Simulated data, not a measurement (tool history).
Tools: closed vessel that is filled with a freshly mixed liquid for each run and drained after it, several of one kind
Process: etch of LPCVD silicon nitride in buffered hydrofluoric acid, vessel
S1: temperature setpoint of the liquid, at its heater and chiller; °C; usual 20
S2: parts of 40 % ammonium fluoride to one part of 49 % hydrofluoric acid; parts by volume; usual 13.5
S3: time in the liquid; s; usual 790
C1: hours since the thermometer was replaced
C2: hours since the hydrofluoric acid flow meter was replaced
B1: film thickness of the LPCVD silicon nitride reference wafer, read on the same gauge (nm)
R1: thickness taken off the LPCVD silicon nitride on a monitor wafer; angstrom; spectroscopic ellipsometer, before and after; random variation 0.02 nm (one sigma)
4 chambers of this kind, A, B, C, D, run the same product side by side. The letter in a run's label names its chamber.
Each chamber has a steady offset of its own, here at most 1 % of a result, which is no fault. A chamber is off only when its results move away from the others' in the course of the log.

| run | day | S1 | S2 | S3 | C1 | C2 | B1 | R1 |
|---|---|---|---|---|---|---|---|---|
| 1C | 0.175 | 20 | 13.5 | 790 | 751.4 | 1479.9 | 130.01 | 56.188 |
| 2A | 0.408 | 20 | 13.5 | 790 | 664.1 | 279.4 | 130.02 | 55.936 |
| 3D | 0.588 | 20 | 13.5 | 790 | 804.3 | 390.8 | 130.01 | 55.994 |
| 4B | 0.788 | 20 | 13.5 | 790 | 1107.8 | 259.4 | 130 | 56.17 |
| 5A | 0.942 | 20 | 13.5 | 790 | 676.9 | 292.2 | 129.97 | 55.845 |
| 6B | 1.1 | 20 | 13.5 | 790 | 1115.3 | 266.9 | 129.97 | 56.179 |
| 7C | 1.35 | 20 | 13.5 | 790 | 779.6 | 1508.1 | 130 | 55.997 |
|  | 1.446 | chamber D: thermometer replaced |
| 8D | 1.479 | 17 | 13.5 | 790 | 0.9 | 412.2 | 130.01 | 47.533 |
| 9A | 1.6 | 17 | 13.5 | 790 | 692.7 | 308 | 130 | 47.358 |
| 10D | 1.717 | 17 | 13.5 | 790 | 6.6 | 417.9 | 130.01 | 47.469 |
| 11C | 1.854 | 17 | 13.5 | 790 | 791.7 | 1520.2 | 130.01 | 46.984 |
| 12B | 2.054 | 20 | 13.5 | 790 | 1138.2 | 289.8 | 129.98 | 56.586 |
| 13A | 2.308 | 20 | 13.5 | 790 | 709.7 | 325 | 129.97 | 55.973 |
| 14D | 2.542 | 20 | 13.5 | 790 | 26.4 | 437.7 | 129.99 | 56.591 |
| 15C | 2.717 | 20 | 13.5 | 790 | 812.4 | 1540.9 | 129.97 | 56.174 |
| 16B | 2.925 | 20 | 13.5 | 790 | 1159.1 | 310.7 | 130.03 | 56.241 |
| 17A | 3.071 | 20 | 13.5 | 790 | 728 | 343.3 | 129.96 | 56.411 |
| 18B | 3.204 | 17 | 11 | 790 | 1165.8 | 317.4 | 130 | 58.006 |
| 19D | 3.462 | 17 | 11 | 790 | 48.5 | 459.8 | 130 | 57.764 |
| 20C | 3.625 | 17 | 11 | 790 | 834.2 | 1562.7 | 129.96 | 57.397 |
| 21A | 3.788 | 17 | 11 | 790 | 745.2 | 360.5 | 130 | 57.904 |
| 22D | 3.908 | 20 | 13.5 | 790 | 59.2 | 470.5 | 130 | 56.315 |
| 23B | 4.071 | 22.5 | 13.5 | 615 | 1186.6 | 338.2 | 129.98 | 50.639 |
| 24C | 4.267 | 22.5 | 13.5 | 615 | 849.6 | 1578.1 | 129.99 | 50.25 |
| 25A | 4.408 | 22.5 | 13.5 | 615 | 760.1 | 375.4 | 130.02 | 50.057 |

All 4 chambers run these settings next. Forecast each chamber's results:
| 26A | 4.592 | 20 | 13.5 | 1225 |  |  |  | ? |
| 26B | 4.592 | 20 | 13.5 | 1225 |  |  |  | ? |
| 26C | 4.592 | 20 | 13.5 | 1225 |  |  |  | ? |
| 26D | 4.592 | 20 | 13.5 | 1225 |  |  |  | ? |

| run | R1 |
|---|---|
| 26A | 86.618 |
| 26B | 86.889 |
| 26C | 87.578 |
| 26D | 87.255 |
